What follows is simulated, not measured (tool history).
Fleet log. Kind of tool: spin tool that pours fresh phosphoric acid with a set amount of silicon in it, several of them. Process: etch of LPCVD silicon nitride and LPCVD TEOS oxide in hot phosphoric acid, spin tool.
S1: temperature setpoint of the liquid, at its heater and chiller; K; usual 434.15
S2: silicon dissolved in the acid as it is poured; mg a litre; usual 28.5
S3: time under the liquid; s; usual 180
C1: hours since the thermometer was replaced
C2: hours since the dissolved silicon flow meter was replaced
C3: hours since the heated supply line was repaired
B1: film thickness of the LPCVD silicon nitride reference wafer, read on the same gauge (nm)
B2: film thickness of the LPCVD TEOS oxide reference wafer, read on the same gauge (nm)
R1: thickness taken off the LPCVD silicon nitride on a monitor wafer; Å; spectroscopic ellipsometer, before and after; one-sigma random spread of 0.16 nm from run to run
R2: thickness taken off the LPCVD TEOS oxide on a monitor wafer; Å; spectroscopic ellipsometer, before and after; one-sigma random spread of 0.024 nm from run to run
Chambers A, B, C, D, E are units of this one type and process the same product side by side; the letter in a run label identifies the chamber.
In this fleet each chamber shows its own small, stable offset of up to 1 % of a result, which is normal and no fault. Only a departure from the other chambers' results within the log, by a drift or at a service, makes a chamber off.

{"run": "1D", "hour": 2.8, "S1": 434.15, "S2": 28.5, "S3": 180, "C1": 1108.8, "C2": 193.1, "C3": 171.9, "B1": 149.99, "B2": 50.001, "R1": 158.38, "R2": 2.2634}
{"run": "2C", "hour": 6.5, "S1": 434.15, "S2": 28.5, "S3": 180, "C1": 1090.8, "C2": 135.8, "C3": 267.1, "B1": 149.99, "B2": 50.018, "R1": 159.61, "R2": 1.6623}
{"run": "3A", "hour": 9.3, "S1": 434.15, "S2": 28.5, "S3": 180, "C1": 357.7, "C2": 1549.4, "C3": 58.8, "B1": 149.99, "B2": 49.991, "R1": 155.49, "R2": 2.1839}
{"run": "4E", "hour": 12.4, "S1": 434.15, "S2": 28.5, "S3": 180, "C1": 803.2, "C2": 1169.5, "C3": 1341.8, "B1": 150.02, "B2": 50.002, "R1": 160.35, "R2": 2.4408}
{"run": "5B", "hour": 15.8, "S1": 434.15, "S2": 28.5, "S3": 180, "C1": 508, "C2": 749, "C3": 636.4, "B1": 149.97, "B2": 50.033, "R1": 161.05, "R2": 2.1662}
{"run": "6E", "hour": 19.4, "S1": 434.15, "S2": 28.5, "S3": 180, "C1": 810.2, "C2": 1176.5, "C3": 1348.8, "B1": 150.02, "B2": 49.996, "R1": 159.35, "R2": 2.0554}
{"run": "7D", "hour": 23.2, "S1": 434.15, "S2": 28.5, "S3": 180, "C1": 1129.2, "C2": 213.5, "C3": 192.3, "B1": 150, "B2": 49.969, "R1": 158.31, "R2": 2.1556}
{"run": "8B", "hour": 25.1, "S1": 434.15, "S2": 28.5, "S3": 180, "C1": 517.3, "C2": 758.3, "C3": 645.7, "B1": 149.96, "B2": 49.982, "R1": 159.77, "R2": 1.8497}
{"run": "9A", "hour": 27.9, "S1": 434.15, "S2": 28.5, "S3": 180, "C1": 376.3, "C2": 1568, "C3": 77.4, "B1": 150.01, "B2": 50.023, "R1": 159.66, "R2": 2.4469}
{"run": "10C", "hour": 30.5, "S1": 436.15, "S2": 28.5, "S3": 115, "C1": 1114.8, "C2": 159.8, "C3": 291.1, "B1": 150, "B2": 49.985, "R1": 109.98, "R2": 1.7004}
{"run": "11A", "hour": 32.3, "S1": 436.15, "S2": 28.5, "S3": 115, "C1": 380.7, "C2": 1572.4, "C3": 81.8, "B1": 149.95, "B2": 49.962, "R1": 108.38, "R2": 1.5482}
{"run": "12D", "hour": 34.5, "S1": 436.15, "S2": 28.5, "S3": 115, "C1": 1140.5, "C2": 224.8, "C3": 203.6, "B1": 150.02, "B2": 50.009, "R1": 108.47, "R2": 1.8328}
{"run": "13E", "hour": 38.4, "S1": 436.15, "S2": 28.5, "S3": 115, "C1": 829.2, "C2": 1195.5, "C3": 1367.8, "B1": 150.01, "B2": 50.028, "R1": 108.81, "R2": 1.7537}
{"run": "14C", "hour": 42.2, "S1": 436.15, "S2": 28.5, "S3": 115, "C1": 1126.5, "C2": 171.5, "C3": 302.8, "B1": 149.97, "B2": 50, "R1": 108.95, "R2": 1.6282}
{"run": "15B", "hour": 46.4, "S1": 434.15, "S2": 28.5, "S3": 180, "C1": 538.6, "C2": 779.6, "C3": 667, "B1": 150.02, "B2": 50.016, "R1": 157.76, "R2": 2.1015}
{"run": "16C", "hour": 48.6, "S1": 434.15, "S2": 28.5, "S3": 180, "C1": 1132.9, "C2": 177.9, "C3": 309.2, "B1": 149.98, "B2": 49.962, "R1": 158.73, "R2": 2.2463}
{"run": "17D", "hour": 52.6, "S1": 434.15, "S2": 28.5, "S3": 180, "C1": 1158.6, "C2": 242.9, "C3": 221.7, "B1": 149.96, "B2": 50.009, "R1": 158.75, "R2": 2.4271}
{"run": "18E", "hour": 56.8, "S1": 434.15, "S2": 28.5, "S3": 180, "C1": 847.6, "C2": 1213.9, "C3": 1386.2, "B1": 150, "B2": 50, "R1": 160.99, "R2": 2.2336}
{"run": "19A", "hour": 61.1, "S1": 434.15, "S2": 28.5, "S3": 180, "C1": 409.5, "C2": 1601.2, "C3": 110.6, "B1": 149.99, "B2": 49.997, "R1": 159.44, "R2": 2.1777}
{"run": "20B", "hour": 64.8, "S1": 434.15, "S2": 28.5, "S3": 180, "C1": 557, "C2": 798, "C3": 685.4, "B1": 150, "B2": 49.982, "R1": 154.14, "R2": 1.9016}
{"run": "21A", "hour": 68.4, "S1": 434.15, "S2": 28.5, "S3": 180, "C1": 416.8, "C2": 1608.5, "C3": 117.9, "B1": 150.02, "B2": 50.009, "R1": 162.48, "R2": 2.2068}
{"run": "22D", "hour": 72.5, "S1": 434.15, "S2": 28.5, "S3": 180, "C1": 1178.5, "C2": 262.8, "C3": 241.6, "B1": 150.01, "B2": 50.036, "R1": 157.86, "R2": 1.923}
{"run": "23C", "hour": 76.6, "S1": 434.15, "S2": 28.5, "S3": 180, "C1": 1160.9, "C2": 205.9, "C3": 337.2, "B1": 150.02, "B2": 50.004, "R1": 159.53, "R2": 2.6114}
{"run": "24E", "hour": 79.9, "S1": 434.15, "S2": 28.5, "S3": 180, "C1": 870.7, "C2": 1237, "C3": 1409.3, "B1": 150, "B2": 49.993, "R1": 164.14, "R2": 2.4194}
{"run": "25B", "hour": 84.1, "S1": 434.15, "S2": 28.5, "S3": 180, "C1": 576.3, "C2": 817.3, "C3": 704.7, "B1": 150.03, "B2": 50.021, "R1": 154.94, "R2": 1.9746}
{"run": "26C", "hour": 86.0, "S1": 435.65, "S2": 40, "S3": 180, "C1": 1170.3, "C2": 215.3, "C3": 346.6, "B1": 149.98, "B2": 50.006, "R1": 166.05, "R2": 1.425}
{"run": "27E", "hour": 90.0, "S1": 435.65, "S2": 40, "S3": 180, "C1": 880.8, "C2": 1247.1, "C3": 1419.4, "B1": 149.99, "B2": 50.022, "R1": 169.47, "R2": 1.5193}
{"run": "28B", "hour": 92.4, "S1": 435.65, "S2": 40, "S3": 180, "C1": 584.6, "C2": 825.6, "C3": 713, "B1": 149.98, "B2": 49.986, "R1": 161.33, "R2": 1.2353}
{"run": "29A", "hour": 96.1, "S1": 435.65, "S2": 40, "S3": 180, "C1": 444.5, "C2": 1636.2, "C3": 145.6, "B1": 149.99, "B2": 49.992, "R1": 164.19, "R2": 1.334}
{"run": "30D", "hour": 98.6, "S1": 435.65, "S2": 40, "S3": 180, "C1": 1204.6, "C2": 288.9, "C3": 267.7, "B1": 149.99, "B2": 50.02, "R1": 166.66, "R2": 1.5141}
{"run": "31C", "hour": 101.4, "S1": 434.15, "S2": 28.5, "S3": 180, "C1": 1185.7, "C2": 230.7, "C3": 362, "B1": 150, "B2": 50.014, "R1": 159.31, "R2": 1.8906}
{"run": "32E", "hour": 103.3, "S1": 434.15, "S2": 28.5, "S3": 180, "C1": 894.1, "C2": 1260.4, "C3": 1432.7, "B1": 150.04, "B2": 49.994, "R1": 159.14, "R2": 2.7231}
{"run": "33D", "hour": 106.4, "S1": 434.15, "S2": 28.5, "S3": 180, "C1": 1212.4, "C2": 296.7, "C3": 275.5, "B1": 149.99, "B2": 50.045, "R1": 156.17, "R2": 1.8405}

Next, all 5 chambers run the settings below, one line each with question marks for the results. What does each chamber give?
{"run": "34A", "hour": 109.4, "S1": 434.15, "S2": 28.5, "S3": 180, "R1": "?", "R2": "?"}
{"run": "34B", "hour": 109.4, "S1": 434.15, "S2": 28.5, "S3": 180, "R1": "?", "R2": "?"}
{"run": "34C", "hour": 109.4, "S1": 434.15, "S2": 28.5, "S3": 180, "R1": "?", "R2": "?"}
{"run": "34D", "hour": 109.4, "S1": 434.15, "S2": 28.5, "S3": 180, "R1": "?", "R2": "?"}
{"run": "34E", "hour": 109.4, "S1": 434.15, "S2": 28.5, "S3": 180, "R1": "?", "R2": "?"}

run=34A R1=161.53 R2=2.0901
run=34B R1=154.4 R2=2.0701
run=34C R1=157.84 R2=2.5317
run=34D R1=157.98 R2=2.1907
run=34E R1=162.03 R2=2.5325

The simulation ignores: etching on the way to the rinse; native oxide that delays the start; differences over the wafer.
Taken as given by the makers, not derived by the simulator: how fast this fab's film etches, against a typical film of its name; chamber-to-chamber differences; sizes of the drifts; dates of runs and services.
